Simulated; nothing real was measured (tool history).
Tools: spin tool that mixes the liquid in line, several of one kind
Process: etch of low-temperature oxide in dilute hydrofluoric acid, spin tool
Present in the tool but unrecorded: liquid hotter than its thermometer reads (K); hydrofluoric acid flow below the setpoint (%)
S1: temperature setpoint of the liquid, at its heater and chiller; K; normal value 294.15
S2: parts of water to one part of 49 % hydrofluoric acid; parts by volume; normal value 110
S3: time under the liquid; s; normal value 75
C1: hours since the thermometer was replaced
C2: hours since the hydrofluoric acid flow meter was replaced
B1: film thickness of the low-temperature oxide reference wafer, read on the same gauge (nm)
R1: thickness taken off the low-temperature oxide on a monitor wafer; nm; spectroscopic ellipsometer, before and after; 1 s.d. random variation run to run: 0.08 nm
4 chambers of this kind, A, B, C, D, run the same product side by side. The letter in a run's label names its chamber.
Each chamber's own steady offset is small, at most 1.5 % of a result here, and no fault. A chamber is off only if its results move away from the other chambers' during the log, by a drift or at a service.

{"run": "1C", "hour": 3.6, "S1": 294.15, "S2": 110, "S3": 75, "C1": 1432.1, "C2": 313.2, "B1": 130.04, "R1": 8.8644}
{"run": "2D", "hour": 6.0, "S1": 294.15, "S2": 110, "S3": 75, "C1": 452.2, "C2": 1570.7, "B1": 130, "R1": 8.7257}
{"run": "3A", "hour": 9.2, "S1": 294.15, "S2": 110, "S3": 75, "C1": 1629.5, "C2": 98.5, "B1": 129.98, "R1": 8.9218}
{"run": "4B", "hour": 13.0, "S1": 294.15, "S2": 110, "S3": 75, "C1": 775.3, "C2": 292.6, "B1": 130.02, "R1": 8.9651}
{"run": "5B", "hour": 15.3, "S1": 294.15, "S2": 110, "S3": 75, "C1": 777.6, "C2": 294.9, "B1": 129.99, "R1": 8.9815}
{"run": "6C", "hour": 18.3, "S1": 294.15, "S2": 110, "S3": 75, "C1": 1446.8, "C2": 327.9, "B1": 130.02, "R1": 9.0172}
{"run": "7A", "hour": 22.5, "S1": 290.15, "S2": 110, "S3": 50, "C1": 1642.8, "C2": 111.8, "B1": 129.96, "R1": 5.1096}
{"run": "8D", "hour": 25.7, "S1": 290.15, "S2": 110, "S3": 50, "C1": 471.9, "C2": 1590.4, "B1": 129.99, "R1": 4.9833}
{"run": "9A", "hour": 29.5, "S1": 290.15, "S2": 110, "S3": 50, "C1": 1649.8, "C2": 118.8, "B1": 130.01, "R1": 5.086}
{"run": "10C", "hour": 31.7, "S1": 290.15, "S2": 110, "S3": 50, "C1": 1460.2, "C2": 341.3, "B1": 129.97, "R1": 5.1463}
{"run": "11D", "hour": 35.1, "S1": 294.15, "S2": 110, "S3": 75, "C1": 481.3, "C2": 1599.8, "B1": 129.96, "R1": 8.9184}
{"run": "12B", "hour": 38.9, "S1": 294.15, "S2": 110, "S3": 75, "C1": 801.2, "C2": 318.5, "B1": 130.02, "R1": 8.9557}
{"run": "13B", "hour": 41.9, "S1": 294.15, "S2": 110, "S3": 75, "C1": 804.2, "C2": 321.5, "B1": 130.02, "R1": 8.9361}
{"run": "14D", "hour": 44.8, "S1": 294.15, "S2": 110, "S3": 75, "C1": 491, "C2": 1609.5, "B1": 129.97, "R1": 8.6979}
{"run": "15A", "hour": 46.7, "S1": 294.15, "S2": 110, "S3": 75, "C1": 1667, "C2": 136, "B1": 130, "R1": 8.9664}
{"run": "16C", "hour": 50.6, "S1": 294.15, "S2": 110, "S3": 75, "C1": 1479.1, "C2": 360.2, "B1": 129.98, "R1": 8.9648}
{"run": "17A", "hour": 52.8, "S1": 294.15, "S2": 110, "S3": 75, "C1": 1673.1, "C2": 142.1, "B1": 129.98, "R1": 9.0435}
{"run": "18C", "hour": 56.2, "S1": 294.15, "S2": 145, "S3": 75, "C1": 1484.7, "C2": 365.8, "B1": 130, "R1": 6.5245}
{"run": "19B", "hour": 59.1, "S1": 294.15, "S2": 145, "S3": 75, "C1": 821.4, "C2": 338.7, "B1": 129.96, "R1": 6.4527}
{"run": "20D", "hour": 60.9, "S1": 294.15, "S2": 145, "S3": 75, "C1": 507.1, "C2": 1625.6, "B1": 130.03, "R1": 6.4723}
{"run": "21D", "hour": 63.7, "S1": 294.15, "S2": 145, "S3": 75, "C1": 509.9, "C2": 1628.4, "B1": 130.01, "R1": 6.3839}
{"run": "22A", "hour": 66.7, "S1": 294.15, "S2": 110, "S3": 75, "C1": 1687, "C2": 156, "B1": 129.99, "R1": 8.9062}
{"run": "23C", "hour": 69.7, "S1": 294.15, "S2": 110, "S3": 75, "C1": 1498.2, "C2": 379.3, "B1": 130.01, "R1": 8.8746}
{"run": "24B", "hour": 73.0, "S1": 294.15, "S2": 110, "S3": 75, "C1": 835.3, "C2": 352.6, "B1": 130.01, "R1": 8.9479}
{"run": "25C", "hour": 76.7, "S1": 294.15, "S2": 110, "S3": 75, "C1": 1505.2, "C2": 386.3, "B1": 130, "R1": 8.9905}
{"run": "26B", "hour": 79.7, "S1": 294.15, "S2": 110, "S3": 75, "C1": 842, "C2": 359.3, "B1": 130.01, "R1": 8.8991}

Read the log: is a single chamber off, either drifting away or since a service, is the gauge that measures every chamber drifting, or is nothing wrong beyond small per-chamber offsets? Name any odd chamber and what most likely caused it.

The fleet is healthy, with each chamber sitting at its usual small offset and no drift in the gauge.
